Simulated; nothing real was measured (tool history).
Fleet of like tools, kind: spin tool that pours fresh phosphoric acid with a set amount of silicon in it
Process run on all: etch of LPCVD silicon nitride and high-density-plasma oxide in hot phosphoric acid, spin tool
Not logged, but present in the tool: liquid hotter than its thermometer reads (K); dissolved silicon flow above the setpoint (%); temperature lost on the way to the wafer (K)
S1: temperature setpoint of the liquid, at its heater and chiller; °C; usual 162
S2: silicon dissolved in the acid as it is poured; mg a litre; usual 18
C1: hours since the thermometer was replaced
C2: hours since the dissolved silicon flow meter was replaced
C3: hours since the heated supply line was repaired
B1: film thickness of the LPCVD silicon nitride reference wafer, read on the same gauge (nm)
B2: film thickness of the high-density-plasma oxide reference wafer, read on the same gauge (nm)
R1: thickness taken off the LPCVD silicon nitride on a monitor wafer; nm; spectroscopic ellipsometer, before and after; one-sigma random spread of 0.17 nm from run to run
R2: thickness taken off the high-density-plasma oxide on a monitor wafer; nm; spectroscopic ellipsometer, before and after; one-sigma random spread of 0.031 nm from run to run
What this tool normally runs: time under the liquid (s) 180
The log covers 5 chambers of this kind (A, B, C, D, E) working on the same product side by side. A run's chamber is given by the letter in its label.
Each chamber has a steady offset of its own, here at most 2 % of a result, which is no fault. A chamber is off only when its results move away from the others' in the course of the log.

{"run": "1E", "hour": 11.5, "S1": 162, "S2": 18, "time under the liquid (s)": 180, "C1": 2588.9, "C2": 517.1, "C3": 750.5, "B1": 89.994, "B2": 120.03, "R1": 18.431, "R2": 0.55352}
{"run": "2B", "hour": 19.2, "S1": 162, "S2": 18, "time under the liquid (s)": 180, "C1": 1335.7, "C2": 854.8, "C3": 796.9, "B1": 89.993, "B2": 119.98, "R1": 18.875, "R2": 0.5365}
{"run": "3C", "hour": 28.0, "S1": 162, "S2": 18, "time under the liquid (s)": 180, "C1": 1457.3, "C2": 1414.4, "C3": 713.9, "B1": 90.001, "B2": 120.01, "R1": 18.268, "R2": 0.56785}
{"run": "4A", "hour": 35.0, "S1": 162, "S2": 18, "time under the liquid (s)": 180, "C1": 1456, "C2": 675.9, "C3": 1549.3, "B1": 90.026, "B2": 120, "R1": 18.712, "R2": 0.54999}
{"run": "5D", "hour": 46.1, "S1": 162, "S2": 18, "time under the liquid (s)": 180, "C1": 2318.8, "C2": 1933.7, "C3": 138.6, "B1": 90.027, "B2": 119.98, "R1": 18.136, "R2": 0.54491}
{"run": "6C", "hour": 58.4, "S1": 162, "S2": 18, "time under the liquid (s)": 180, "C1": 1487.7, "C2": 1444.8, "C3": 744.3, "B1": 90.004, "B2": 120.03, "R1": 18.212, "R2": 0.54777}
{"run": "7D", "hour": 65.1, "S1": 162, "S2": 18, "time under the liquid (s)": 180, "C1": 2337.8, "C2": 1952.7, "C3": 157.6, "B1": 89.992, "B2": 120.02, "R1": 18.359, "R2": 0.52307}
{"run": "8A", "hour": 75.1, "S1": 162, "S2": 18, "time under the liquid (s)": 180, "C1": 1496.1, "C2": 716, "C3": 1589.4, "B1": 89.963, "B2": 120.02, "R1": 18.37, "R2": 0.59133}
{"hour": 79.5, "done": "chamber A: dissolved silicon flow meter replaced"}
{"run": "9E", "hour": 81.6, "S1": 162, "S2": 18, "time under the liquid (s)": 180, "C1": 2659, "C2": 587.2, "C3": 820.6, "B1": 89.993, "B2": 120.02, "R1": 18.724, "R2": 0.5529}
{"run": "10B", "hour": 90.4, "S1": 162, "S2": 18, "time under the liquid (s)": 180, "C1": 1406.9, "C2": 926, "C3": 868.1, "B1": 89.972, "B2": 120, "R1": 18.42, "R2": 0.56892}
{"hour": 94.4, "done": "chamber A: thermometer replaced"}
{"run": "11E", "hour": 101.1, "S1": 163, "S2": 8, "time under the liquid (s)": 180, "C1": 2678.5, "C2": 606.7, "C3": 840.1, "B1": 89.981, "B2": 119.99, "R1": 19.206, "R2": 0.73824}
{"run": "12C", "hour": 107.9, "S1": 163, "S2": 8, "time under the liquid (s)": 180, "C1": 1537.2, "C2": 1494.3, "C3": 793.8, "B1": 89.979, "B2": 119.97, "R1": 18.94, "R2": 0.77971}
{"run": "13B", "hour": 119.2, "S1": 163, "S2": 8, "time under the liquid (s)": 180, "C1": 1435.7, "C2": 954.8, "C3": 896.9, "B1": 89.995, "B2": 119.99, "R1": 19.012, "R2": 0.78208}
{"run": "14A", "hour": 128.4, "S1": 163, "S2": 8, "time under the liquid (s)": 180, "C1": 34, "C2": 48.9, "C3": 1642.7, "B1": 89.987, "B2": 119.98, "R1": 19.144, "R2": 0.73844}
{"run": "15D", "hour": 139.2, "S1": 163, "S2": 8, "time under the liquid (s)": 180, "C1": 2411.9, "C2": 2026.8, "C3": 231.7, "B1": 89.996, "B2": 120.03, "R1": 19.167, "R2": 0.76633}
{"run": "16C", "hour": 152.3, "S1": 162, "S2": 18, "time under the liquid (s)": 180, "C1": 1581.6, "C2": 1538.7, "C3": 838.2, "B1": 90.012, "B2": 119.99, "R1": 18.357, "R2": 0.6097}
{"run": "17E", "hour": 160.1, "S1": 159.5, "S2": 18, "time under the liquid (s)": 145, "C1": 2737.5, "C2": 665.7, "C3": 899.1, "B1": 89.99, "B2": 119.97, "R1": 13.465, "R2": 0.34938}
{"hour": 163.7, "done": "chamber A: heated supply line repaired"}
{"run": "18D", "hour": 168.2, "S1": 159.5, "S2": 18, "time under the liquid (s)": 145, "C1": 2440.9, "C2": 2055.8, "C3": 260.7, "B1": 90.012, "B2": 119.99, "R1": 13.504, "R2": 0.43135}
{"run": "19B", "hour": 180.3, "S1": 159.5, "S2": 18, "time under the liquid (s)": 145, "C1": 1496.8, "C2": 1015.9, "C3": 958, "B1": 90, "B2": 120, "R1": 13.745, "R2": 0.4152}
{"run": "20A", "hour": 189.0, "S1": 159.5, "S2": 18, "time under the liquid (s)": 145, "C1": 94.6, "C2": 109.5, "C3": 25.4, "B1": 89.989, "B2": 120, "R1": 13.659, "R2": 0.37954}
{"run": "21A", "hour": 196.6, "S1": 159.5, "S2": 18, "time under the liquid (s)": 145, "C1": 102.2, "C2": 117.1, "C3": 33, "B1": 90.031, "B2": 120.01, "R1": 13.828, "R2": 0.36044}
{"run": "22B", "hour": 203.3, "S1": 162, "S2": 18, "time under the liquid (s)": 180, "C1": 1519.8, "C2": 1038.9, "C3": 981, "B1": 90.051, "B2": 119.99, "R1": 18.588, "R2": 0.54327}
{"run": "23E", "hour": 210.9, "S1": 162, "S2": 18, "time under the liquid (s)": 180, "C1": 2788.3, "C2": 716.5, "C3": 949.9, "B1": 89.992, "B2": 120.02, "R1": 17.361, "R2": 0.47573}
{"hour": 214.4, "done": "chamber C: heated supply line repaired"}
{"run": "24D", "hour": 222.2, "S1": 162, "S2": 18, "time under the liquid (s)": 180, "C1": 2494.9, "C2": 2109.8, "C3": 314.7, "B1": 90.027, "B2": 119.99, "R1": 18.482, "R2": 0.57086}
{"hour": 229.9, "done": "chamber C: thermometer replaced"}
{"run": "25C", "hour": 232.1, "S1": 162, "S2": 18, "time under the liquid (s)": 180, "C1": 2.3, "C2": 1618.5, "C3": 17.8, "B1": 89.981, "B2": 119.96, "R1": 18.457, "R2": 0.5121}
{"run": "26A", "hour": 245.0, "S1": 162, "S2": 18, "time under the liquid (s)": 180, "C1": 150.6, "C2": 165.5, "C3": 81.4, "B1": 90.035, "B2": 120.02, "R1": 18.481, "R2": 0.55064}
{"run": "27B", "hour": 257.3, "S1": 162, "S2": 18, "time under the liquid (s)": 180, "C1": 1573.8, "C2": 1092.9, "C3": 1035, "B1": 89.974, "B2": 119.98, "R1": 18.908, "R2": 0.57064}
{"run": "28C", "hour": 268.7, "S1": 162, "S2": 18, "time under the liquid (s)": 180, "C1": 38.9, "C2": 1655.1, "C3": 54.4, "B1": 89.991, "B2": 120.01, "R1": 18.264, "R2": 0.54397}
{"run": "29E", "hour": 277.1, "S1": 162, "S2": 18, "time under the liquid (s)": 180, "C1": 2854.5, "C2": 782.7, "C3": 1016.1, "B1": 89.982, "B2": 119.99, "R1": 16.852, "R2": 0.44647}
{"run": "30D", "hour": 283.7, "S1": 162, "S2": 18, "time under the liquid (s)": 180, "C1": 2556.4, "C2": 2171.3, "C3": 376.2, "B1": 90.003, "B2": 120, "R1": 18.688, "R2": 0.54177}

For the next run the whole fleet of 5 chambers uses the same settings. Give each chamber's results:
{"run": "31A", "hour": 293.1, "S1": 162, "S2": 18, "time under the liquid (s)": 180, "R1": "?", "R2": "?"}
{"run": "31B", "hour": 293.1, "S1": 162, "S2": 18, "time under the liquid (s)": 180, "R1": "?", "R2": "?"}
{"run": "31C", "hour": 293.1, "S1": 162, "S2": 18, "time under the liquid (s)": 180, "R1": "?", "R2": "?"}
{"run": "31D", "hour": 293.1, "S1": 162, "S2": 18, "time under the liquid (s)": 180, "R1": "?", "R2": "?"}
{"run": "31E", "hour": 293.1, "S1": 162, "S2": 18, "time under the liquid (s)": 180, "R1": "?", "R2": "?"}

run=31A R1=18.42 R2=0.57662
run=31B R1=18.561 R2=0.59316
run=31C R1=18.253 R2=0.58024
run=31D R1=18.479 R2=0.5696
run=31E R1=16.849 R2=0.40653
